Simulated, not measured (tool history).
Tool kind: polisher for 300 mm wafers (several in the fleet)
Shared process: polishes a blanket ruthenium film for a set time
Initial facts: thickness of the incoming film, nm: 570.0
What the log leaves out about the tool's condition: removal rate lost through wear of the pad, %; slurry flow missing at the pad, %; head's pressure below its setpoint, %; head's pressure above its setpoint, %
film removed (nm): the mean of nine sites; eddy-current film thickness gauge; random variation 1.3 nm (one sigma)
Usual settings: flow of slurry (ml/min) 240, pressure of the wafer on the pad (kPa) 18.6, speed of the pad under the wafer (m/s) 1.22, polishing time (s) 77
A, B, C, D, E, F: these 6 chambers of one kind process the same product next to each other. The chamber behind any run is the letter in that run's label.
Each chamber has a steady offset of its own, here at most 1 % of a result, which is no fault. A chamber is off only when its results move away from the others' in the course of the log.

run	hour	flow of slurry (ml/min)	pressure of the wafer on the pad (kPa)	speed of the pad under the wafer (m/s)	polishing time (s)	wafers polished on this pad	hours since the slurry nozzle was cleaned	hours since the head pressure was calibrated	film removed (nm)
# hour 2.1: chamber F: slurry nozzle cleaned
# hour 3.2: chamber A: worn pad replaced by a new one
1F	4.4	240	18.6	1.22	77	1549	2.4	130.5	146.51
# hour 11.6: chamber F: worn pad replaced by a new one
2E	11.6	240	18.6	1.22	77	372	155.3	18.2	146.30
3B	19.9	240	18.6	1.22	77	794	380.3	192.1	148.03
4D	25.1	240	18.6	1.22	77	1099	486.1	338.2	144.39
5A	33.4	240	18.6	1.22	77	314	488.0	673.6	143.56
# hour 33.9: chamber E: worn pad replaced by a new one
6C	42.0	240	18.6	1.22	77	575	79.2	620.4	149.15
# hour 46.5: chamber D: worn pad replaced by a new one
7E	51.9	210	18.6	1.22	77	187	195.6	58.5	143.59
8B	61.4	210	18.6	1.22	77	1225	421.8	233.6	144.22
# hour 65.9: chamber D: slurry nozzle cleaned
9A	68.7	210	18.6	1.22	77	680	523.3	708.9	143.15
# hour 70.0: chamber C: worn pad replaced by a new one
10F	77.3	210	18.6	1.22	77	682	75.3	203.4	144.19
11C	82.9	210	18.6	1.22	77	134	120.1	661.3	144.15
12D	90.1	210	18.6	1.22	77	453	24.3	403.2	145.69
# hour 90.3: chamber E: worn pad replaced by a new one
13E	96.0	240	18.6	1.22	77	59	239.7	102.6	146.11
14F	101.4	240	24.1	1.62	77	932	99.4	227.5	248.93
# hour 103.8: chamber A: worn pad replaced by a new one
15A	110.8	240	24.1	1.62	77	72	565.4	751.0	247.50
16D	115.5	240	24.1	1.62	77	716	49.7	428.6	253.83
17B	122.9	240	24.1	1.62	77	1863	483.3	295.1	250.01
18C	131.8	240	24.1	1.62	77	641	169.0	710.2	248.20
# hour 139.3: chamber F: worn pad replaced by a new one
19B	139.8	240	24.1	1.62	77	2038	500.2	312.0	244.48
20F	144.2	240	18.6	1.22	77	51	142.2	270.3	146.53
# hour 150.1: chamber E: worn pad replaced by a new one
21E	150.3	240	18.6	1.22	77	2	294.0	156.9	145.89
# hour 152.1: chamber C: worn pad replaced by a new one
22C	159.5	240	18.6	1.22	77	77	196.7	737.9	146.86
23A	165.9	240	18.6	1.22	77	644	620.5	806.1	144.97
24D	173.4	195	18.6	1.22	77	1317	107.6	486.5	141.85
# hour 176.4: chamber D: worn pad replaced by a new one
25F	181.2	195	18.6	1.22	77	435	179.2	307.3	142.38
26D	187.4	195	18.6	1.22	77	115	121.6	500.5	143.13
# hour 195.0: chamber A: worn pad replaced by a new one
# hour 195.8: chamber C: slurry nozzle cleaned
27C	196.4	195	18.6	1.22	77	460	0.6	774.8	143.14
# hour 202.2: chamber E: worn pad replaced by a new one
28B	203.1	195	18.6	1.22	77	2695	563.5	375.3	136.33
# hour 203.8: chamber F: slurry nozzle cleaned
29A	207.5	195	18.6	1.22	77	129	662.1	847.7	142.25
30E	212.6	240	18.6	1.22	77	108	356.3	219.2	147.80
# hour 215.9: chamber B: head pressure recalibrated
31F	218.6	320	18.6	1.22	77	823	14.8	344.7	149.82
32B	225.3	320	18.6	1.22	77	2926	585.7	9.4	140.99
33A	229.6	320	18.6	1.22	77	359	684.2	869.8	148.95
# hour 231.4: chamber D: head pressure recalibrated
34C	236.0	320	18.6	1.22	77	871	40.2	814.4	151.20
# hour 239.4: chamber C: worn pad replaced by a new one
35D	240.7	320	18.6	1.22	77	668	174.9	9.3	150.47
36E	246.7	320	18.6	1.22	77	462	390.4	253.3	150.80
37A	256.4	240	18.6	1.22	77	637	711.0	896.6	145.71
38D	263.9	240	18.6	1.22	77	908	198.1	32.5	147.03
39C	272.3	240	18.6	1.22	77	342	76.5	850.7	147.92

One chamber off, gauge drift, or nothing amiss beyond the chambers' own small offsets? If it is a chamber, which one, and what is the likeliest cause?

It is chamber B that slowly wanders off from its peers.
Likeliest cause: removal rate lost through wear of the pad, % = 6.97.
It could be hard to tell apart here from: slurry flow missing at the pad, %.

Here are 4 candidates for chamber B's next run, each the usual settings with a change, their results left as question marks. Which one brings its results back in line with what the others give on the usual settings?
A result is in line if it is within this distance of the other chambers' mean on the usual settings: film removed (nm) 4.40
40B-1	279.5	245	18.6	1.38	77				?
40B-2	279.5	240	19.3	1.22	80				?
40B-3	279.5	240	18.6	1.22	72				?
40B-4	279.5	235	16.5	1.22	77				?

Mean of the other chambers on the usual settings: film removed (nm) 145.42
run	film removed (nm)
40B-1	154.20
40B-2	146.56
40B-3	127.19
40B-4	120.63
The right change is 40B-2: it brings the chamber back within the allowed miss of the others.
